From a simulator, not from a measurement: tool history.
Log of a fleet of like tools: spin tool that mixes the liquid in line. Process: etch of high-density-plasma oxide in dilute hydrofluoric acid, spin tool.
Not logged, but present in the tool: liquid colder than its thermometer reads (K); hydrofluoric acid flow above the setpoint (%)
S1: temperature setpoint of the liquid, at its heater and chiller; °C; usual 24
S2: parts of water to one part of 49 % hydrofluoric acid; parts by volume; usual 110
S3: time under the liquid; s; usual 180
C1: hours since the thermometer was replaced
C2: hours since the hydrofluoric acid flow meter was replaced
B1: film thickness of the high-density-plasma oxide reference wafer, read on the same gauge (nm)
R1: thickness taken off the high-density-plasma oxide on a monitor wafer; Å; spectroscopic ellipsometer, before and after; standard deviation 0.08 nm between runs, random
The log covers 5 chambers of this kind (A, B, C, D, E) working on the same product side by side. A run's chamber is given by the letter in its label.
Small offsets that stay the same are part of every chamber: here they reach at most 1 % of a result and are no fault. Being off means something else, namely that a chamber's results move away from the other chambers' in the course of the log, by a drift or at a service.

| run | day | S1 | S2 | S3 | C1 | C2 | B1 | R1 |
|---|---|---|---|---|---|---|---|---|
| 1A | 0.346 | 24 | 110 | 180 | 298.5 | 718.6 | 110.02 | 82.517 |
| 2E | 0.733 | 24 | 110 | 180 | 350.6 | 856.8 | 110.01 | 82.376 |
| 3C | 1.075 | 24 | 110 | 180 | 1025 | 169.6 | 109.99 | 81.499 |
| 4B | 1.333 | 24 | 110 | 180 | 384.5 | 505.9 | 110 | 82.212 |
| 5D | 1.633 | 24 | 110 | 270 | 236 | 328.8 | 110.03 | 122.25 |
| 6B | 2.075 | 24 | 110 | 270 | 402.3 | 523.7 | 109.97 | 123.52 |
| 7A | 2.529 | 24 | 110 | 270 | 350.9 | 771 | 109.98 | 124.95 |
| 8C | 2.962 | 24 | 110 | 270 | 1070.3 | 214.9 | 109.99 | 124.41 |
| 9D | 3.275 | 24 | 110 | 270 | 275.4 | 368.2 | 110.04 | 123.13 |
| 10E | 3.704 | 24 | 110 | 180 | 421.9 | 928.1 | 110.04 | 83.015 |
| 11E | 4.012 | 24 | 110 | 180 | 429.3 | 935.5 | 110.01 | 83.175 |
| 12C | 4.388 | 24 | 110 | 180 | 1104.5 | 249.1 | 109.96 | 80.999 |
| 13A | 4.683 | 24 | 110 | 180 | 402.6 | 822.7 | 110.02 | 82.026 |
| 14B | 5.104 | 28 | 110 | 180 | 475 | 596.4 | 109.98 | 96.873 |
| 15D | 5.571 | 28 | 110 | 180 | 330.5 | 423.3 | 109.97 | 95.324 |
| 16A | 5.983 | 28 | 110 | 180 | 433.8 | 853.9 | 109.96 | 96.217 |
| 17B | 6.271 | 28 | 110 | 180 | 503 | 624.4 | 110.03 | 94.417 |
| 18D | 6.579 | 28 | 110 | 180 | 354.7 | 447.5 | 110.01 | 94.962 |
| 19E | 7.012 | 24 | 110 | 180 | 501.3 | 1007.5 | 110.01 | 86.028 |
| 20C | 7.312 | 24 | 110 | 180 | 1174.7 | 319.3 | 109.99 | 84.003 |
| 21B | 7.612 | 24 | 110 | 180 | 535.2 | 656.6 | 110 | 81.541 |
| 22E | 7.912 | 24 | 110 | 180 | 522.9 | 1029.1 | 109.99 | 85.756 |
| 23C | 8.229 | 24 | 140 | 120 | 1196.7 | 341.3 | 109.99 | 42.543 |
| 24A | 8.504 | 24 | 140 | 120 | 494.3 | 914.4 | 109.98 | 41.536 |
| 25D | 8.746 | 24 | 140 | 120 | 406.7 | 499.5 | 110 | 41.503 |
| 26B | 8.979 | 24 | 140 | 120 | 568 | 689.4 | 110.02 | 41.732 |
| 27A | 9.229 | 24 | 140 | 120 | 511.7 | 931.8 | 110.02 | 41.879 |
| 28C | 9.621 | 28 | 110 | 180 | 1230.1 | 374.7 | 110 | 97.269 |
| 29D | 9.846 | 28 | 110 | 180 | 433.1 | 525.9 | 109.98 | 96.493 |
| 30E | 10.183 | 28 | 110 | 180 | 577.4 | 1083.6 | 110 | 102.77 |
| 31C | 10.646 | 28 | 110 | 180 | 1254.7 | 399.3 | 109.97 | 95.311 |
| 32A | 10.912 | 28 | 110 | 180 | 552.1 | 972.2 | 109.99 | 97.106 |
| 33B | 11.35 | 24 | 110 | 180 | 624.9 | 746.3 | 110.01 | 81.317 |
| 34E | 11.738 | 24 | 110 | 180 | 614.7 | 1120.9 | 110.01 | 89.719 |
| 35D | 11.996 | 24 | 110 | 180 | 484.7 | 577.5 | 110.01 | 82.99 |
| 36D | 12.396 | 24 | 110 | 180 | 494.3 | 587.1 | 109.99 | 83.068 |
|  | 12.492 | chamber E: thermometer replaced |
| 37A | 12.817 | 24 | 110 | 180 | 597.8 | 1017.9 | 109.97 | 82.819 |
| 38C | 13.271 | 24 | 110 | 180 | 1317.7 | 462.3 | 109.99 | 84.755 |
| 39B | 13.629 | 24 | 110 | 180 | 679.6 | 801 | 110 | 82.469 |
| 40E | 13.838 | 24 | 110 | 180 | 32.3 | 1171.3 | 109.99 | 91.577 |
| 41B | 14.221 | 24 | 110 | 180 | 693.8 | 815.2 | 109.97 | 81.901 |

All chambers now run identical settings, listed one chamber a line with results as question marks. What results will each chamber show?
| 42A | 14.554 | 24 | 110 | 180 |  |  |  | ? |
| 42B | 14.554 | 24 | 110 | 180 |  |  |  | ? |
| 42C | 14.554 | 24 | 110 | 180 |  |  |  | ? |
| 42D | 14.554 | 24 | 110 | 180 |  |  |  | ? |
| 42E | 14.554 | 24 | 110 | 180 |  |  |  | ? |

| run | R1 |
|---|---|
| 42A | 81.944 |
| 42B | 80.371 |
| 42C | 82.871 |
| 42D | 81.302 |
| 42E | 90.303 |
